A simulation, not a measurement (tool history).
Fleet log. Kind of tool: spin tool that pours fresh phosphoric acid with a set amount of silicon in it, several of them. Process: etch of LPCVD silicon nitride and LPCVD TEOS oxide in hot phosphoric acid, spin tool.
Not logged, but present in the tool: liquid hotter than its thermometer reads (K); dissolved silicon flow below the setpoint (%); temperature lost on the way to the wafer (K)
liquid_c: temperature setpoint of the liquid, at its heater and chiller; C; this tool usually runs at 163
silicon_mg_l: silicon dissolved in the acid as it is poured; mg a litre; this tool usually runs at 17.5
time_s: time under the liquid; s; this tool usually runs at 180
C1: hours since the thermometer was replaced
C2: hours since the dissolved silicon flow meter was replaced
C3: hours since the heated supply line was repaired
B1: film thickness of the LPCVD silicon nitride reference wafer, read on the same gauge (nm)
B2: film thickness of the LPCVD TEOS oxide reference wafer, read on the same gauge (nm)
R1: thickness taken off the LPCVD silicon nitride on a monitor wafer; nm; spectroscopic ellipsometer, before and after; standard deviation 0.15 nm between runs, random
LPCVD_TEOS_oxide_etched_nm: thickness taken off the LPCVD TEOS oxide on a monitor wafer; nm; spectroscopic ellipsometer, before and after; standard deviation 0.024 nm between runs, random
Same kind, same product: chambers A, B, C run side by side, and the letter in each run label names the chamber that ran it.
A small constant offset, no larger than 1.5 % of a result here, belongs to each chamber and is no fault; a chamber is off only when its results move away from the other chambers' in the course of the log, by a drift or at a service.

run 1B hour=10.5 | liquid_c=163 silicon_mg_l=17.5 time_s=180 | C1=388.8 C2=1486.3 C3=930.5 | B1=70.007 B2=60.020 | R1=16.6720 LPCVD_TEOS_oxide_etched_nm=0.76134
run 2A hour=16.4 | liquid_c=163 silicon_mg_l=17.5 time_s=180 | C1=592.4 C2=557.0 C3=1416.0 | B1=70.018 B2=60.035 | R1=16.5590 LPCVD_TEOS_oxide_etched_nm=0.76554
run 3C hour=27.2 | liquid_c=163 silicon_mg_l=17.5 time_s=180 | C1=60.8 C2=1833.7 C3=897.5 | B1=70.006 B2=60.044 | R1=16.8440 LPCVD_TEOS_oxide_etched_nm=0.74426
run 4B hour=37.9 | liquid_c=163 silicon_mg_l=17.5 time_s=180 | C1=416.2 C2=1513.7 C3=957.9 | B1=70.004 B2=59.975 | R1=16.4880 LPCVD_TEOS_oxide_etched_nm=0.73113
-- hour=39.0 chamber C: dissolved silicon flow meter replaced
run 5A hour=44.5 | liquid_c=163 silicon_mg_l=17.5 time_s=180 | C1=620.5 C2=585.1 C3=1444.1 | B1=70.017 B2=59.966 | R1=16.3190 LPCVD_TEOS_oxide_etched_nm=0.71090
run 6C hour=53.4 | liquid_c=163 silicon_mg_l=17.5 time_s=180 | C1=87.0 C2=14.5 C3=923.7 | B1=70.025 B2=59.989 | R1=16.8590 LPCVD_TEOS_oxide_etched_nm=0.71766
run 7C hour=59.1 | liquid_c=163 silicon_mg_l=17.5 time_s=180 | C1=92.7 C2=20.2 C3=929.4 | B1=70.019 B2=60.003 | R1=16.9360 LPCVD_TEOS_oxide_etched_nm=0.72307
run 8B hour=68.4 | liquid_c=164 silicon_mg_l=26.0 time_s=180 | C1=446.7 C2=1544.2 C3=988.4 | B1=69.987 B2=60.021 | R1=17.1880 LPCVD_TEOS_oxide_etched_nm=0.60762
run 9A hour=80.7 | liquid_c=164 silicon_mg_l=26.0 time_s=180 | C1=656.7 C2=621.3 C3=1480.3 | B1=70.017 B2=60.007 | R1=17.2740 LPCVD_TEOS_oxide_etched_nm=0.60819
run 10B hour=86.2 | liquid_c=164 silicon_mg_l=26.0 time_s=180 | C1=464.5 C2=1562.0 C3=1006.2 | B1=69.968 B2=59.966 | R1=17.2820 LPCVD_TEOS_oxide_etched_nm=0.61096
run 11C hour=94.7 | liquid_c=163 silicon_mg_l=17.5 time_s=180 | C1=128.3 C2=55.8 C3=965.0 | B1=70.005 B2=60.047 | R1=16.6970 LPCVD_TEOS_oxide_etched_nm=0.72184
run 12A hour=105.8 | liquid_c=163 silicon_mg_l=17.5 time_s=180 | C1=681.8 C2=646.4 C3=1505.4 | B1=69.995 B2=60.000 | R1=16.6020 LPCVD_TEOS_oxide_etched_nm=0.75568
run 13B hour=113.4 | liquid_c=161 silicon_mg_l=17.5 time_s=80 | C1=491.7 C2=1589.2 C3=1033.4 | B1=69.978 B2=60.002 | R1=6.8447 LPCVD_TEOS_oxide_etched_nm=0.27380
run 14C hour=125.7 | liquid_c=161 silicon_mg_l=17.5 time_s=80 | C1=159.3 C2=86.8 C3=996.0 | B1=70.023 B2=59.993 | R1=6.9494 LPCVD_TEOS_oxide_etched_nm=0.29121
run 15A hour=132.8 | liquid_c=161 silicon_mg_l=17.5 time_s=80 | C1=708.8 C2=673.4 C3=1532.4 | B1=70.012 B2=59.980 | R1=6.8470 LPCVD_TEOS_oxide_etched_nm=0.27439
run 16B hour=144.8 | liquid_c=163 silicon_mg_l=17.5 time_s=180 | C1=523.1 C2=1620.6 C3=1064.8 | B1=70.009 B2=59.948 | R1=16.9210 LPCVD_TEOS_oxide_etched_nm=0.76176
run 17C hour=153.2 | liquid_c=163 silicon_mg_l=17.5 time_s=180 | C1=186.8 C2=114.3 C3=1023.5 | B1=70.024 B2=59.980 | R1=16.8000 LPCVD_TEOS_oxide_etched_nm=0.74817
run 18A hour=165.1 | liquid_c=163 silicon_mg_l=17.5 time_s=180 | C1=741.1 C2=705.7 C3=1564.7 | B1=69.984 B2=59.994 | R1=16.3640 LPCVD_TEOS_oxide_etched_nm=0.76780
run 19A hour=176.8 | liquid_c=163 silicon_mg_l=27.0 time_s=215 | C1=752.8 C2=717.4 C3=1576.4 | B1=70.004 B2=60.015 | R1=19.3500 LPCVD_TEOS_oxide_etched_nm=0.65783
run 20C hour=184.3 | liquid_c=163 silicon_mg_l=27.0 time_s=215 | C1=217.9 C2=145.4 C3=1054.6 | B1=70.047 B2=59.998 | R1=19.8100 LPCVD_TEOS_oxide_etched_nm=0.64149
run 21B hour=189.7 | liquid_c=163 silicon_mg_l=27.0 time_s=215 | C1=568.0 C2=1665.5 C3=1109.7 | B1=69.977 B2=59.999 | R1=20.2270 LPCVD_TEOS_oxide_etched_nm=0.69604
run 22B hour=195.3 | liquid_c=163 silicon_mg_l=17.5 time_s=180 | C1=573.6 C2=1671.1 C3=1115.3 | B1=70.003 B2=59.965 | R1=17.1030 LPCVD_TEOS_oxide_etched_nm=0.77789
run 23A hour=203.4 | liquid_c=163 silicon_mg_l=17.5 time_s=180 | C1=779.4 C2=744.0 C3=1603.0 | B1=70.013 B2=59.932 | R1=16.3850 LPCVD_TEOS_oxide_etched_nm=0.73355
run 24C hour=210.9 | liquid_c=166 silicon_mg_l=17.5 time_s=215 | C1=244.5 C2=172.0 C3=1081.2 | B1=69.990 B2=59.946 | R1=22.0650 LPCVD_TEOS_oxide_etched_nm=1.11010
run 25A hour=216.4 | liquid_c=166 silicon_mg_l=17.5 time_s=215 | C1=792.4 C2=757.0 C3=1616.0 | B1=70.024 B2=59.988 | R1=21.6460 LPCVD_TEOS_oxide_etched_nm=1.00190
run 26B hour=227.9 | liquid_c=166 silicon_mg_l=17.5 time_s=215 | C1=606.2 C2=1703.7 C3=1147.9 | B1=69.975 B2=59.997 | R1=22.3910 LPCVD_TEOS_oxide_etched_nm=1.16540
run 27C hour=233.3 | liquid_c=163 silicon_mg_l=17.5 time_s=180 | C1=266.9 C2=194.4 C3=1103.6 | B1=70.020 B2=60.004 | R1=16.8250 LPCVD_TEOS_oxide_etched_nm=0.73464
-- hour=233.8 chamber B: dissolved silicon flow meter replaced
run 28A hour=240.2 | liquid_c=163 silicon_mg_l=17.5 time_s=180 | C1=816.2 C2=780.8 C3=1639.8 | B1=70.023 B2=60.015 | R1=16.3990 LPCVD_TEOS_oxide_etched_nm=0.72983
run 29C hour=246.1 | liquid_c=163 silicon_mg_l=17.5 time_s=180 | C1=279.7 C2=207.2 C3=1116.4 | B1=70.018 B2=59.975 | R1=16.8650 LPCVD_TEOS_oxide_etched_nm=0.73422
run 30B hour=252.0 | liquid_c=163 silicon_mg_l=17.5 time_s=180 | C1=630.3 C2=18.3 C3=1172.0 | B1=69.993 B2=59.978 | R1=17.2430 LPCVD_TEOS_oxide_etched_nm=0.83336
run 31C hour=260.9 | liquid_c=163 silicon_mg_l=17.5 time_s=180 | C1=294.5 C2=222.0 C3=1131.2 | B1=70.023 B2=59.996 | R1=16.7900 LPCVD_TEOS_oxide_etched_nm=0.77535
run 32B hour=271.8 | liquid_c=163 silicon_mg_l=17.5 time_s=180 | C1=650.1 C2=38.1 C3=1191.8 | B1=70.014 B2=59.994 | R1=17.4500 LPCVD_TEOS_oxide_etched_nm=0.83021

Is one chamber out of step, is the gauge drifting, or do the chambers differ by no more than their own small offsets? For an off chamber, give its letter and the likeliest cause.

Little by little, chamber B moves away from the other chambers.
What lies behind it: liquid hotter than its thermometer reads (K) = 1.57.

Below are 4 candidate recipes for chamber B's next run, each the usual settings with a change, their results shown as question marks. Which of them brings B's results back in line with what the other chambers give on the usual settings?
To be in line, a result may differ from the other chambers' mean on the usual settings by at most: R1 0.5300 nm; LPCVD_TEOS_oxide_etched_nm 0.08300 nm
run 33B-1 hour=280.6 | liquid_c=162.5 silicon_mg_l=22.5 time_s=165 | R1=? LPCVD_TEOS_oxide_etched_nm=?
run 33B-2 hour=280.6 | liquid_c=163.0 silicon_mg_l=15.0 time_s=190 | R1=? LPCVD_TEOS_oxide_etched_nm=?
run 33B-3 hour=280.6 | liquid_c=163.0 silicon_mg_l=19.5 time_s=170 | R1=? LPCVD_TEOS_oxide_etched_nm=?
run 33B-4 hour=280.6 | liquid_c=163.5 silicon_mg_l=12.5 time_s=195 | R1=? LPCVD_TEOS_oxide_etched_nm=?

Usual-settings mean across the other chambers: R1 16.6680 nm; LPCVD_TEOS_oxide_etched_nm 0.73033 nm
run=33B-1 R1=15.7260 LPCVD_TEOS_oxide_etched_nm=0.61663
run=33B-2 R1=18.4160 LPCVD_TEOS_oxide_etched_nm=0.90691
run=33B-3 R1=16.4770 LPCVD_TEOS_oxide_etched_nm=0.72016
run=33B-4 R1=19.2140 LPCVD_TEOS_oxide_etched_nm=1.02550
Change 33B-3 lands the chamber within the allowed miss of the other chambers.
